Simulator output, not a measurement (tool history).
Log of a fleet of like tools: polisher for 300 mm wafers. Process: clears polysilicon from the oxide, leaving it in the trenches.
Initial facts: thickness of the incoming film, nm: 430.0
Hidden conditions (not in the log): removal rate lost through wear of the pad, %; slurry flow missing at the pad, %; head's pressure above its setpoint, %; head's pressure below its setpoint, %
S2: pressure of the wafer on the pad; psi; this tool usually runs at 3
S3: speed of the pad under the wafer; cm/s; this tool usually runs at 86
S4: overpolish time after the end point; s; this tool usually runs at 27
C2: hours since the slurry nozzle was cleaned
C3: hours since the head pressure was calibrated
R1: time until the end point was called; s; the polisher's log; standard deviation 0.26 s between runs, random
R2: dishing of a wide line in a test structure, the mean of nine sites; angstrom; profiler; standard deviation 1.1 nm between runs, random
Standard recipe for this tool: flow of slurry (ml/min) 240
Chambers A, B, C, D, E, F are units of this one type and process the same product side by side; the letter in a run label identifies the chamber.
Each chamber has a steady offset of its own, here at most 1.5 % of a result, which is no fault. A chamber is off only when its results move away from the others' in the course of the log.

{"hour": 8.1, "done": "chamber E: worn pad replaced by a new one"}
{"run": "1F", "hour": 9.3, "flow of slurry (ml/min)": 240, "S2": 3, "S3": 86, "S4": 27, "wafers polished on this pad": 696, "C2": 381.9, "C3": 119.9, "R1": 31.164, "R2": 744.1}
{"hour": 10.0, "done": "chamber C: slurry nozzle cleaned"}
{"hour": 10.8, "done": "chamber E: slurry nozzle cleaned"}
{"run": "2B", "hour": 17.3, "flow of slurry (ml/min)": 240, "S2": 3, "S3": 86, "S4": 27, "wafers polished on this pad": 690, "C2": 232.3, "C3": 100.1, "R1": 30.276, "R2": 715.11}
{"run": "3D", "hour": 22.6, "flow of slurry (ml/min)": 240, "S2": 3, "S3": 86, "S4": 27, "wafers polished on this pad": 502, "C2": 100.2, "C3": 1510, "R1": 30.23, "R2": 716.55}
{"hour": 24.6, "done": "chamber A: worn pad replaced by a new one"}
{"run": "4E", "hour": 34.0, "flow of slurry (ml/min)": 240, "S2": 3, "S3": 86, "S4": 27, "wafers polished on this pad": 199, "C2": 23.3, "C3": 76.8, "R1": 30.495, "R2": 735.17}
{"run": "5C", "hour": 42.6, "flow of slurry (ml/min)": 240, "S2": 3, "S3": 100, "S4": 13, "wafers polished on this pad": 591, "C2": 32.7, "C3": 657.2, "R1": 25.734, "R2": 679.96}
{"hour": 47.5, "done": "chamber C: worn pad replaced by a new one"}
{"run": "6A", "hour": 54.2, "flow of slurry (ml/min)": 240, "S2": 3, "S3": 100, "S4": 13, "wafers polished on this pad": 227, "C2": 339.2, "C3": 250, "R1": 26.257, "R2": 685.93}
{"hour": 55.2, "done": "chamber D: worn pad replaced by a new one"}
{"run": "7F", "hour": 63.1, "flow of slurry (ml/min)": 240, "S2": 3, "S3": 100, "S4": 13, "wafers polished on this pad": 1110, "C2": 435.7, "C3": 173.7, "R1": 26.348, "R2": 672.4}
{"run": "8B", "hour": 74.2, "flow of slurry (ml/min)": 240, "S2": 3, "S3": 100, "S4": 13, "wafers polished on this pad": 1128, "C2": 289.2, "C3": 157, "R1": 26.011, "R2": 697.18}
{"run": "9A", "hour": 81.4, "flow of slurry (ml/min)": 240, "S2": 3, "S3": 100, "S4": 13, "wafers polished on this pad": 436, "C2": 366.4, "C3": 277.2, "R1": 26.387, "R2": 674.92}
{"hour": 82.6, "done": "chamber F: worn pad replaced by a new one"}
{"run": "10E", "hour": 88.1, "flow of slurry (ml/min)": 240, "S2": 3, "S3": 100, "S4": 13, "wafers polished on this pad": 615, "C2": 77.4, "C3": 130.9, "R1": 26.441, "R2": 698.32}
{"hour": 97.9, "done": "chamber B: slurry nozzle cleaned"}
{"run": "11D", "hour": 99.2, "flow of slurry (ml/min)": 240, "S2": 3, "S3": 86, "S4": 27, "wafers polished on this pad": 338, "C2": 176.8, "C3": 1586.6, "R1": 30.475, "R2": 723.45}
{"hour": 102.3, "done": "chamber B: worn pad replaced by a new one"}
{"run": "12C", "hour": 109.9, "flow of slurry (ml/min)": 240, "S2": 3, "S3": 86, "S4": 27, "wafers polished on this pad": 479, "C2": 100, "C3": 724.5, "R1": 30.309, "R2": 722.71}
{"hour": 113.3, "done": "chamber C: worn pad replaced by a new one"}
{"hour": 113.5, "done": "chamber A: worn pad replaced by a new one"}
{"hour": 115.6, "done": "chamber C: head pressure recalibrated"}
{"run": "13E", "hour": 116.5, "flow of slurry (ml/min)": 240, "S2": 3, "S3": 86, "S4": 27, "wafers polished on this pad": 833, "C2": 105.8, "C3": 159.3, "R1": 30.955, "R2": 728.65}
{"hour": 123.2, "done": "chamber E: worn pad replaced by a new one"}
{"run": "14B", "hour": 126.2, "flow of slurry (ml/min)": 240, "S2": 3, "S3": 86, "S4": 27, "wafers polished on this pad": 184, "C2": 28.3, "C3": 209, "R1": 30.902, "R2": 716.25}
{"run": "15D", "hour": 132.4, "flow of slurry (ml/min)": 240, "S2": 3, "S3": 86, "S4": 27, "wafers polished on this pad": 593, "C2": 210, "C3": 1619.8, "R1": 30.39, "R2": 738.02}
{"run": "16C", "hour": 138.0, "flow of slurry (ml/min)": 280, "S2": 3, "S3": 86, "S4": 27, "wafers polished on this pad": 189, "C2": 128.1, "C3": 22.5, "R1": 27.712, "R2": 713.74}
{"run": "17A", "hour": 149.5, "flow of slurry (ml/min)": 280, "S2": 3, "S3": 86, "S4": 27, "wafers polished on this pad": 277, "C2": 434.5, "C3": 345.3, "R1": 30.179, "R2": 721.24}
{"run": "18F", "hour": 161.2, "flow of slurry (ml/min)": 280, "S2": 3, "S3": 86, "S4": 27, "wafers polished on this pad": 604, "C2": 533.8, "C3": 271.8, "R1": 30.316, "R2": 727.17}
{"run": "19E", "hour": 169.8, "flow of slurry (ml/min)": 280, "S2": 3, "S3": 86, "S4": 27, "wafers polished on this pad": 358, "C2": 159.1, "C3": 212.6, "R1": 30.425, "R2": 724.14}
{"hour": 170.8, "done": "chamber D: worn pad replaced by a new one"}
{"run": "20F", "hour": 175.6, "flow of slurry (ml/min)": 280, "S2": 3, "S3": 86, "S4": 27, "wafers polished on this pad": 715, "C2": 548.2, "C3": 286.2, "R1": 30.327, "R2": 720.01}
{"run": "21D", "hour": 182.4, "flow of slurry (ml/min)": 280, "S2": 3, "S3": 86, "S4": 27, "wafers polished on this pad": 89, "C2": 260, "C3": 1669.8, "R1": 29.783, "R2": 725.75}
{"hour": 185.5, "done": "chamber C: worn pad replaced by a new one"}
{"hour": 189.2, "done": "chamber D: slurry nozzle cleaned"}
{"hour": 190.0, "done": "chamber D: head pressure recalibrated"}
{"run": "22A", "hour": 191.4, "flow of slurry (ml/min)": 240, "S2": 3, "S3": 86, "S4": 27, "wafers polished on this pad": 599, "C2": 476.4, "C3": 387.2, "R1": 31.535, "R2": 716.22}
{"hour": 195.3, "done": "chamber A: worn pad replaced by a new one"}
{"run": "23C", "hour": 196.4, "flow of slurry (ml/min)": 240, "S2": 3, "S3": 86, "S4": 27, "wafers polished on this pad": 84, "C2": 186.5, "C3": 80.9, "R1": 28.182, "R2": 729.85}
{"run": "24B", "hour": 204.4, "flow of slurry (ml/min)": 240, "S2": 3, "S3": 86, "S4": 27, "wafers polished on this pad": 785, "C2": 106.5, "C3": 287.2, "R1": 30.395, "R2": 714.32}
{"run": "25D", "hour": 212.7, "flow of slurry (ml/min)": 240, "S2": 3, "S3": 86, "S4": 27, "wafers polished on this pad": 322, "C2": 23.5, "C3": 22.7, "R1": 30.979, "R2": 730.96}
{"hour": 217.8, "done": "chamber E: worn pad replaced by a new one"}
{"run": "26A", "hour": 220.8, "flow of slurry (ml/min)": 240, "S2": 3, "S3": 86, "S4": 27, "wafers polished on this pad": 196, "C2": 505.8, "C3": 416.6, "R1": 30.971, "R2": 719.38}
{"run": "27C", "hour": 231.3, "flow of slurry (ml/min)": 240, "S2": 3, "S3": 86, "S4": 27, "wafers polished on this pad": 352, "C2": 221.4, "C3": 115.8, "R1": 27.924, "R2": 713.71}
{"run": "28F", "hour": 238.2, "flow of slurry (ml/min)": 240, "S2": 2.3, "S3": 86, "S4": 27, "wafers polished on this pad": 1196, "C2": 610.8, "C3": 348.8, "R1": 40.942, "R2": 705.07}
{"hour": 245.0, "done": "chamber F: worn pad replaced by a new one"}
{"run": "29B", "hour": 246.1, "flow of slurry (ml/min)": 240, "S2": 2.3, "S3": 86, "S4": 27, "wafers polished on this pad": 1105, "C2": 148.2, "C3": 328.9, "R1": 40.107, "R2": 725.31}
{"run": "30E", "hour": 252.6, "flow of slurry (ml/min)": 240, "S2": 2.3, "S3": 86, "S4": 27, "wafers polished on this pad": 267, "C2": 241.9, "C3": 295.4, "R1": 40.298, "R2": 719.75}
{"run": "31E", "hour": 262.4, "flow of slurry (ml/min)": 240, "S2": 2.3, "S3": 86, "S4": 27, "wafers polished on this pad": 342, "C2": 251.7, "C3": 305.2, "R1": 40.823, "R2": 728.88}
{"hour": 268.2, "done": "chamber C: worn pad replaced by a new one"}
{"run": "32C", "hour": 270.0, "flow of slurry (ml/min)": 240, "S2": 2.3, "S3": 86, "S4": 27, "wafers polished on this pad": 13, "C2": 260.1, "C3": 154.5, "R1": 36.933, "R2": 718.9}
{"run": "33D", "hour": 277.7, "flow of slurry (ml/min)": 240, "S2": 2.3, "S3": 86, "S4": 27, "wafers polished on this pad": 821, "C2": 88.5, "C3": 87.7, "R1": 39.612, "R2": 719.02}
{"hour": 281.3, "done": "chamber A: worn pad replaced by a new one"}
{"hour": 282.6, "done": "chamber A: slurry nozzle cleaned"}
{"hour": 284.1, "done": "chamber F: slurry nozzle cleaned"}
{"run": "34A", "hour": 284.8, "flow of slurry (ml/min)": 240, "S2": 3, "S3": 86, "S4": 27, "wafers polished on this pad": 27, "C2": 2.3, "C3": 480.6, "R1": 30.478, "R2": 722.13}
{"hour": 285.7, "done": "chamber D: worn pad replaced by a new one"}
{"run": "35B", "hour": 295.4, "flow of slurry (ml/min)": 240, "S2": 3, "S3": 86, "S4": 27, "wafers polished on this pad": 1484, "C2": 197.5, "C3": 378.2, "R1": 30.186, "R2": 727.48}
{"run": "36F", "hour": 300.8, "flow of slurry (ml/min)": 240, "S2": 3, "S3": 86, "S4": 27, "wafers polished on this pad": 429, "C2": 16.7, "C3": 411.4, "R1": 30.379, "R2": 717.48}
{"run": "37D", "hour": 306.8, "flow of slurry (ml/min)": 240, "S2": 3, "S3": 86, "S4": 27, "wafers polished on this pad": 162, "C2": 117.6, "C3": 116.8, "R1": 30.104, "R2": 734.58}
{"hour": 312.7, "done": "chamber B: worn pad replaced by a new one"}
{"run": "38B", "hour": 315.4, "flow of slurry (ml/min)": 240, "S2": 3, "S3": 86, "S4": 27, "wafers polished on this pad": 21, "C2": 217.5, "C3": 398.2, "R1": 31.13, "R2": 736.02}
{"run": "39F", "hour": 321.2, "flow of slurry (ml/min)": 240, "S2": 3, "S3": 86, "S4": 27, "wafers polished on this pad": 585, "C2": 37.1, "C3": 431.8, "R1": 31.007, "R2": 700.48}
{"run": "40E", "hour": 332.3, "flow of slurry (ml/min)": 240, "S2": 3, "S3": 86, "S4": 27, "wafers polished on this pad": 879, "C2": 321.6, "C3": 375.1, "R1": 30.667, "R2": 708.74}
{"hour": 340.2, "done": "chamber C: worn pad replaced by a new one"}
{"run": "41C", "hour": 340.6, "flow of slurry (ml/min)": 240, "S2": 3, "S3": 86, "S4": 27, "wafers polished on this pad": 3, "C2": 330.7, "C3": 225.1, "R1": 28.579, "R2": 733.79}
{"run": "42A", "hour": 351.6, "flow of slurry (ml/min)": 240, "S2": 3, "S3": 86, "S4": 27, "wafers polished on this pad": 540, "C2": 69.1, "C3": 547.4, "R1": 30.952, "R2": 708.24}
{"run": "43B", "hour": 358.4, "flow of slurry (ml/min)": 240, "S2": 3, "S3": 86, "S4": 19, "wafers polished on this pad": 351, "C2": 260.5, "C3": 441.2, "R1": 30.907, "R2": 697.82}
{"run": "44C", "hour": 368.0, "flow of slurry (ml/min)": 240, "S2": 3, "S3": 86, "S4": 19, "wafers polished on this pad": 213, "C2": 358.1, "C3": 252.5, "R1": 27.851, "R2": 696.99}

Next, every chamber runs the same settings. What will each give?
{"run": "45A", "hour": 376.4, "flow of slurry (ml/min)": 240, "S2": 3, "S3": 62, "S4": 27, "R1": "?", "R2": "?"}
{"run": "45B", "hour": 376.4, "flow of slurry (ml/min)": 240, "S2": 3, "S3": 62, "S4": 27, "R1": "?", "R2": "?"}
{"run": "45C", "hour": 376.4, "flow of slurry (ml/min)": 240, "S2": 3, "S3": 62, "S4": 27, "R1": "?", "R2": "?"}
{"run": "45D", "hour": 376.4, "flow of slurry (ml/min)": 240, "S2": 3, "S3": 62, "S4": 27, "R1": "?", "R2": "?"}
{"run": "45E", "hour": 376.4, "flow of slurry (ml/min)": 240, "S2": 3, "S3": 62, "S4": 27, "R1": "?", "R2": "?"}
{"run": "45F", "hour": 376.4, "flow of slurry (ml/min)": 240, "S2": 3, "S3": 62, "S4": 27, "R1": "?", "R2": "?"}

run=45A R1=42.605 R2=698.04
run=45B R1=42.788 R2=692.81
run=45C R1=38.856 R2=723.8
run=45D R1=42.454 R2=689.81
run=45E R1=42.558 R2=706.02
run=45F R1=43.51 R2=715.61

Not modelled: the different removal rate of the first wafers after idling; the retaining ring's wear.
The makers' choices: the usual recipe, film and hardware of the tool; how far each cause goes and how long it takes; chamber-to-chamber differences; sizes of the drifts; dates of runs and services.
